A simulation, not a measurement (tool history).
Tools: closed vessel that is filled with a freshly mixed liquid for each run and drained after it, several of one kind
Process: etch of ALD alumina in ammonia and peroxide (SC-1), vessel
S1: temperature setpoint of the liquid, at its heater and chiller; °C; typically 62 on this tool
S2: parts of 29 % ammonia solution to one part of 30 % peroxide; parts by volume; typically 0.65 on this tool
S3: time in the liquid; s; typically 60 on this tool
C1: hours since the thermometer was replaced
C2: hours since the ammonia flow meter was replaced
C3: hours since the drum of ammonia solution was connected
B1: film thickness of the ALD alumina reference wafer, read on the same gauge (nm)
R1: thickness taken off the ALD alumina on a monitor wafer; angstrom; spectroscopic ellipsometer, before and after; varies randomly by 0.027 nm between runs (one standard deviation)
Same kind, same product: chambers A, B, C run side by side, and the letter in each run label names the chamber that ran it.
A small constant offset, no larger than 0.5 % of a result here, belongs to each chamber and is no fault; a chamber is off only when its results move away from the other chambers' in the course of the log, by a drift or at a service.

run 1B hour=15.6 | S1=62 S2=0.65 S3=60 | C1=2053.8 C2=204.4 C3=315.9 | B1=60.032 | R1=47.663
run 2A hour=30.3 | S1=62 S2=0.65 S3=60 | C1=548.8 C2=1923.4 C3=312 | B1=60.027 | R1=47.339
run 3C hour=41.4 | S1=62 S2=0.65 S3=60 | C1=603.6 C2=226.9 C3=373.4 | B1=60.027 | R1=47.573
run 4B hour=49.5 | S1=62 S2=0.65 S3=60 | C1=2087.7 C2=238.3 C3=349.8 | B1=59.989 | R1=46.984
run 5C hour=62.1 | S1=62 S2=0.65 S3=60 | C1=624.3 C2=247.6 C3=394.1 | B1=60.061 | R1=46.913
run 6A hour=69.3 | S1=62 S2=0.65 S3=60 | C1=587.8 C2=1962.4 C3=351 | B1=60.027 | R1=47.248
run 7A hour=85 | S1=62 S2=0.65 S3=60 | C1=603.5 C2=1978.1 C3=366.7 | B1=60.02 | R1=46.566
run 8B hour=99.4 | S1=62 S2=0.65 S3=60 | C1=2137.6 C2=288.2 C3=399.7 | B1=60.002 | R1=47.55
run 9C hour=110.6 | S1=62 S2=0.65 S3=60 | C1=672.8 C2=296.1 C3=442.6 | B1=60.04 | R1=47.392
run 10C hour=121.3 | S1=62 S2=0.65 S3=60 | C1=683.5 C2=306.8 C3=453.3 | B1=59.978 | R1=47.32
run 11A hour=132.6 | S1=62 S2=0.5 S3=50 | C1=651.1 C2=2025.7 C3=414.3 | B1=60.04 | R1=37.959
run 12B hour=141.8 | S1=62 S2=0.5 S3=50 | C1=2180 C2=330.6 C3=442.1 | B1=59.996 | R1=38.416
run 13A hour=151.2 | S1=62 S2=0.5 S3=50 | C1=669.7 C2=2044.3 C3=432.9 | B1=60.001 | R1=38.515
-- hour=160.6 chamber C: new drum of ammonia solution connected
run 14B hour=164.1 | S1=65 S2=0.65 S3=30 | C1=2202.3 C2=352.9 C3=464.4 | B1=59.994 | R1=27.46
run 15C hour=174.7 | S1=65 S2=0.65 S3=30 | C1=736.9 C2=360.2 C3=14.2 | B1=60.027 | R1=27.399
run 16A hour=190.5 | S1=65 S2=0.65 S3=30 | C1=709 C2=2083.6 C3=472.2 | B1=60.046 | R1=27.016
run 17B hour=204.8 | S1=62 S2=0.65 S3=60 | C1=2243 C2=393.6 C3=505.1 | B1=60.011 | R1=47.075
run 18C hour=214.6 | S1=62 S2=0.65 S3=60 | C1=776.8 C2=400.1 C3=54.1 | B1=59.951 | R1=46.821
run 19C hour=227.3 | S1=62 S2=0.65 S3=60 | C1=789.5 C2=412.8 C3=66.8 | B1=59.984 | R1=47.232
run 20A hour=241.2 | S1=62 S2=0.65 S3=60 | C1=759.7 C2=2134.3 C3=522.9 | B1=59.993 | R1=46.573
-- hour=242.6 chamber B: thermometer replaced
run 21B hour=249.3 | S1=56.5 S2=0.45 S3=60 | C1=6.7 C2=438.1 C3=549.6 | B1=60.024 | R1=34.86
run 22B hour=265 | S1=56.5 S2=0.45 S3=60 | C1=22.4 C2=453.8 C3=565.3 | B1=60.047 | R1=34.403
run 23C hour=276.8 | S1=56.5 S2=0.45 S3=60 | C1=839 C2=462.3 C3=116.3 | B1=59.992 | R1=34.419
-- hour=277.8 chamber C: ammonia flow meter replaced
run 24A hour=285.5 | S1=62 S2=0.65 S3=60 | C1=804 C2=2178.6 C3=567.2 | B1=60.041 | R1=45.706
run 25C hour=300.8 | S1=62 S2=0.65 S3=60 | C1=863 C2=23 C3=140.3 | B1=59.988 | R1=47.431
run 26A hour=315 | S1=62 S2=0.65 S3=60 | C1=833.5 C2=2208.1 C3=596.7 | B1=59.987 | R1=45.444
run 27B hour=328.6 | S1=62 S2=0.65 S3=60 | C1=86 C2=517.4 C3=628.9 | B1=59.992 | R1=47.504
run 28C hour=339.4 | S1=62 S2=0.65 S3=60 | C1=901.6 C2=61.6 C3=178.9 | B1=60.014 | R1=47.24
run 29A hour=346.7 | S1=62 S2=0.65 S3=60 | C1=865.2 C2=2239.8 C3=628.4 | B1=59.966 | R1=45.825
run 30B hour=355.1 | S1=62 S2=0.65 S3=60 | C1=112.5 C2=543.9 C3=655.4 | B1=60.022 | R1=47.169
run 31C hour=365.2 | S1=62 S2=0.65 S3=60 | C1=927.4 C2=87.4 C3=204.7 | B1=59.994 | R1=47.258
run 32B hour=375.9 | S1=53.5 S2=0.65 S3=70 | C1=133.3 C2=564.7 C3=676.2 | B1=60.047 | R1=35.777
run 33A hour=386.2 | S1=53.5 S2=0.65 S3=70 | C1=904.7 C2=2279.3 C3=667.9 | B1=60.023 | R1=33.774
run 34A hour=395.4 | S1=53.5 S2=0.65 S3=70 | C1=913.9 C2=2288.5 C3=677.1 | B1=59.974 | R1=33.52

What goes on in this fleet: one chamber off, a drifting gauge, or nothing beyond the chambers' own small offsets? Name the chamber and the cause, if any.

Little by little, chamber A moves away from the other chambers.
Likeliest cause: liquid colder than its thermometer reads (K) = 1.06.

Below are 4 candidate recipes for chamber A's next run, each the usual settings with a change, their results shown as question marks. Which of them brings A's results back in line with what the other chambers give on the usual settings?
In line means no further than this from the other chambers' mean on the usual settings: R1 0.93 angstrom
run 35A-1 hour=407 | S1=63 S2=0.65 S3=60 | R1=?
run 35A-2 hour=407 | S1=62.5 S2=0.65 S3=65 | R1=?
run 35A-3 hour=407 | S1=61.5 S2=0.65 S3=55 | R1=?
run 35A-4 hour=407 | S1=62 S2=0.35 S3=60 | R1=?

What the other chambers average on the usual settings: R1 47.267 angstrom
run=35A-1 R1=47.076
run=35A-2 R1=49.746
run=35A-3 R1=40.02
run=35A-4 R1=42.166
It is 35A-1 that realigns the chamber with its peers.

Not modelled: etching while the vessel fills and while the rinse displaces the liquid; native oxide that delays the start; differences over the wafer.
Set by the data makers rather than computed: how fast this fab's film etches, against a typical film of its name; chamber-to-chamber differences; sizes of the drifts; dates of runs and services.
